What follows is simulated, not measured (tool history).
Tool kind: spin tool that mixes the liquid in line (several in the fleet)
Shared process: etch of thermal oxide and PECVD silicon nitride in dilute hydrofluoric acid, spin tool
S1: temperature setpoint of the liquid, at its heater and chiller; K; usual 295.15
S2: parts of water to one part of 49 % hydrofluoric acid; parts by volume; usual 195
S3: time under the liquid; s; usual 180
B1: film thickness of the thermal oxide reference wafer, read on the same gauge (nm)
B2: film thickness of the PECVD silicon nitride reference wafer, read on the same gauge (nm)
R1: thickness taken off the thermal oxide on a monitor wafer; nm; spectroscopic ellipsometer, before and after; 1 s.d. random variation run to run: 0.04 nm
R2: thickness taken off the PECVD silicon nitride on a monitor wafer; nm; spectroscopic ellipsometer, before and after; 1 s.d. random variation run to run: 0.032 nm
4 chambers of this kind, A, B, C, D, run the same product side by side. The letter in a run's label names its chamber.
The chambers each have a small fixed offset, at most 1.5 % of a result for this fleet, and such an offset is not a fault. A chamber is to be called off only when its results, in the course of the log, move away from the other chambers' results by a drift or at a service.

run,day,S1,S2,S3,B1,B2,R1,R2
1B,0.25,295.15,195,180,149.99,69.982,3.5738,4.564
2A,0.521,295.15,195,180,149.99,69.995,3.62,4.6092
3D,0.662,295.15,195,180,150,70.002,3.6713,4.6132
4C,0.95,295.15,195,180,149.99,70.015,3.6493,4.6972
5C,1.242,295.15,195,180,150.04,70.002,3.6147,4.6768
6A,1.521,295.15,195,180,149.97,70.011,3.5765,4.6419
7B,1.696,295.15,120,180,150,70,6.4261,7.3779
8D,1.946,295.15,120,180,149.97,69.991,6.3158,7.3642
9A,2.196,295.15,120,180,150.01,70.013,6.2442,7.5573
10B,2.446,295.15,120,180,150,70,6.3554,7.3041
11D,2.688,295.15,195,180,149.99,69.988,3.5497,4.6476
12C,2.867,295.15,195,180,149.99,69.985,3.6569,4.6248
13C,3.017,295.15,195,180,149.99,70.016,3.6394,4.715
14A,3.179,295.15,195,180,150.01,69.993,3.5906,4.5765
15B,3.417,295.15,195,180,149.99,69.996,3.6511,4.6232
16D,3.617,295.15,195,180,150,69.998,3.6975,4.5929
17C,3.758,295.15,195,180,149.99,69.999,3.5732,4.6756
18A,3.925,295.15,195,180,150,70.013,3.6439,4.61
19D,4.167,295.15,195,180,150.01,69.982,3.6178,4.6046
20B,4.396,295.15,195,180,150.01,70.009,3.6628,4.5556
21C,4.612,295.15,195,180,149.99,69.989,3.6315,4.6808
22A,4.838,295.15,195,180,150.04,70.004,3.6733,4.6072
23B,5.121,295.15,195,180,149.99,70.004,3.6986,4.5478
24D,5.4,295.15,195,180,149.99,69.99,3.625,4.603
25B,5.55,295.15,195,180,150.03,70,3.618,4.5946
26A,5.7,295.15,195,180,149.98,69.993,3.6133,4.5564
27D,5.917,295.15,195,180,150.03,70.019,3.5292,4.5981
28C,6.158,295.15,195,180,150,69.988,3.6361,4.7377
29D,6.383,295.15,195,180,150.02,69.996,3.5823,4.6492
30C,6.683,295.15,195,180,149.99,69.994,3.6552,4.6878
31B,6.988,295.15,195,180,149.98,69.998,3.6349,4.5832
32A,7.229,295.15,195,180,150,69.997,3.6541,4.6207
33A,7.458,290.65,225,180,149.99,69.989,2.5423,3.0045
34B,7.596,290.65,225,180,149.99,70.008,2.581,2.9533
35D,7.896,290.65,225,180,150,69.983,2.5432,2.9887
36C,8.088,290.65,225,180,149.97,69.995,2.5144,3.0407

Does one chamber stand apart from the rest, does the shared gauge drift, or is all well apart from small per-chamber offsets? Give the chamber and the most likely cause, where there is one.

No chamber is off and the gauge is stable; the differences are just each chamber's small, constant offset.

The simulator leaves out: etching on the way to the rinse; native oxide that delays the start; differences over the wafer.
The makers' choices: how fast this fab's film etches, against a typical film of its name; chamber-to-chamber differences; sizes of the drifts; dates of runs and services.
